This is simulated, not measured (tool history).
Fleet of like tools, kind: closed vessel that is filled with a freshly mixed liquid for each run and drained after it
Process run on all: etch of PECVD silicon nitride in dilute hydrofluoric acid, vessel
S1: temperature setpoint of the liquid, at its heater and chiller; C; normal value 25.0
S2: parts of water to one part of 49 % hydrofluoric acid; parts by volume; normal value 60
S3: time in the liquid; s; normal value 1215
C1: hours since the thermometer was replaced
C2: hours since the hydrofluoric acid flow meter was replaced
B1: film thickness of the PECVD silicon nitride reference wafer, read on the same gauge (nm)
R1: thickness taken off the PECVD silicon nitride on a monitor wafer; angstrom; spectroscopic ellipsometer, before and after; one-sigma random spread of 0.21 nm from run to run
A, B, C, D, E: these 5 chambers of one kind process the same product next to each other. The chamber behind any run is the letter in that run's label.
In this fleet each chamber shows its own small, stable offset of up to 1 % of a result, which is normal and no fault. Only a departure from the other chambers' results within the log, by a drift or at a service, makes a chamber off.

run 1A hour=6.9 | S1=25.0 S2=60 S3=1215 | C1=469.9 C2=535.4 | B1=119.99 | R1=366.88
run 2D hour=16.6 | S1=25.0 S2=60 S3=1215 | C1=570.8 C2=2330.6 | B1=120.04 | R1=370.48
run 3B hour=26.4 | S1=25.0 S2=60 S3=1215 | C1=521.0 C2=1669.1 | B1=120.01 | R1=363.06
run 4E hour=38.2 | S1=25.0 S2=60 S3=1215 | C1=2529.9 C2=885.4 | B1=120.01 | R1=365.16
run 5C hour=51.5 | S1=25.0 S2=35 S3=1215 | C1=1004.0 C2=462.7 | B1=120.00 | R1=614.21
run 6A hour=62.8 | S1=25.0 S2=35 S3=1215 | C1=525.8 C2=591.3 | B1=119.99 | R1=625.76
run 7E hour=70.2 | S1=25.0 S2=35 S3=1215 | C1=2561.9 C2=917.4 | B1=120.02 | R1=613.56
run 8B hour=78.9 | S1=25.0 S2=35 S3=1215 | C1=573.5 C2=1721.6 | B1=119.99 | R1=623.93
run 9C hour=94.2 | S1=25.0 S2=35 S3=1215 | C1=1046.7 C2=505.4 | B1=119.99 | R1=608.26
run 10D hour=102.4 | S1=25.0 S2=60 S3=1215 | C1=656.6 C2=2416.4 | B1=119.99 | R1=369.87
-- hour=107.5 chamber B: hydrofluoric acid flow meter replaced
run 11B hour=109.3 | S1=25.0 S2=60 S3=1215 | C1=603.9 C2=1.8 | B1=120.00 | R1=363.65
-- hour=114.2 chamber D: hydrofluoric acid flow meter replaced
run 12A hour=119.0 | S1=25.0 S2=60 S3=1215 | C1=582.0 C2=647.5 | B1=119.98 | R1=362.26
run 13C hour=132.6 | S1=25.0 S2=60 S3=1215 | C1=1085.1 C2=543.8 | B1=119.98 | R1=358.16
run 14E hour=140.5 | S1=25.0 S2=60 S3=1215 | C1=2632.2 C2=987.7 | B1=119.98 | R1=364.19
-- hour=143.6 chamber B: thermometer replaced
run 15D hour=155.7 | S1=25.0 S2=60 S3=1215 | C1=709.9 C2=41.6 | B1=119.97 | R1=367.70
run 16C hour=166.6 | S1=25.0 S2=60 S3=1215 | C1=1119.1 C2=577.8 | B1=119.99 | R1=358.02
run 17A hour=178.4 | S1=28.5 S2=75 S3=1215 | C1=641.4 C2=706.9 | B1=120.02 | R1=370.21
run 18E hour=190.1 | S1=28.5 S2=75 S3=1215 | C1=2681.8 C2=1037.3 | B1=120.02 | R1=366.71
run 19B hour=200.0 | S1=28.5 S2=75 S3=1215 | C1=56.5 C2=92.5 | B1=120.00 | R1=367.01
run 20D hour=210.8 | S1=28.5 S2=75 S3=1215 | C1=765.0 C2=96.7 | B1=120.00 | R1=371.20
run 21E hour=218.7 | S1=28.5 S2=75 S3=1215 | C1=2710.4 C2=1065.9 | B1=120.00 | R1=368.34
run 22D hour=232.5 | S1=25.0 S2=60 S3=1215 | C1=786.7 C2=118.4 | B1=120.00 | R1=369.71
-- hour=245.9 chamber E: hydrofluoric acid flow meter replaced
run 23B hour=247.2 | S1=25.0 S2=60 S3=1215 | C1=103.7 C2=139.7 | B1=120.00 | R1=367.13
run 24A hour=257.9 | S1=25.0 S2=60 S3=1215 | C1=720.9 C2=786.4 | B1=120.00 | R1=362.38
-- hour=262.3 chamber E: thermometer replaced
run 25C hour=265.3 | S1=25.0 S2=60 S3=1215 | C1=1217.8 C2=676.5 | B1=120.00 | R1=350.42
run 26E hour=275.0 | S1=25.0 S2=60 S3=1215 | C1=12.8 C2=29.2 | B1=119.97 | R1=362.10
run 27A hour=286.1 | S1=23.0 S2=90 S3=1215 | C1=749.1 C2=814.6 | B1=120.02 | R1=212.81
run 28C hour=298.9 | S1=23.0 S2=90 S3=1215 | C1=1251.4 C2=710.1 | B1=120.03 | R1=203.28
run 29D hour=309.5 | S1=23.0 S2=90 S3=1215 | C1=863.7 C2=195.4 | B1=120.01 | R1=218.43
run 30B hour=320.1 | S1=23.0 S2=90 S3=1215 | C1=176.6 C2=212.6 | B1=119.98 | R1=213.07
run 31B hour=334.9 | S1=23.0 S2=90 S3=1215 | C1=191.4 C2=227.4 | B1=120.02 | R1=213.78
run 32D hour=347.2 | S1=25.0 S2=60 S3=1215 | C1=901.4 C2=233.1 | B1=120.00 | R1=368.35
run 33E hour=357.4 | S1=25.0 S2=60 S3=1215 | C1=95.2 C2=111.6 | B1=119.99 | R1=365.18
run 34A hour=369.1 | S1=25.0 S2=60 S3=1215 | C1=832.1 C2=897.6 | B1=120.01 | R1=367.45
run 35C hour=377.8 | S1=25.0 S2=60 S3=1215 | C1=1330.3 C2=789.0 | B1=119.99 | R1=340.87
run 36B hour=391.6 | S1=25.0 S2=60 S3=1215 | C1=248.1 C2=284.1 | B1=120.00 | R1=362.76

For the next run the whole fleet of 5 chambers uses the same settings. Give each chamber's results:
run 37A hour=403.0 | S1=25.0 S2=60 S3=1215 | R1=?
run 37B hour=403.0 | S1=25.0 S2=60 S3=1215 | R1=?
run 37C hour=403.0 | S1=25.0 S2=60 S3=1215 | R1=?
run 37D hour=403.0 | S1=25.0 S2=60 S3=1215 | R1=?
run 37E hour=403.0 | S1=25.0 S2=60 S3=1215 | R1=?

run=37A R1=366.23
run=37B R1=365.76
run=37C R1=341.14
run=37D R1=369.74
run=37E R1=363.75

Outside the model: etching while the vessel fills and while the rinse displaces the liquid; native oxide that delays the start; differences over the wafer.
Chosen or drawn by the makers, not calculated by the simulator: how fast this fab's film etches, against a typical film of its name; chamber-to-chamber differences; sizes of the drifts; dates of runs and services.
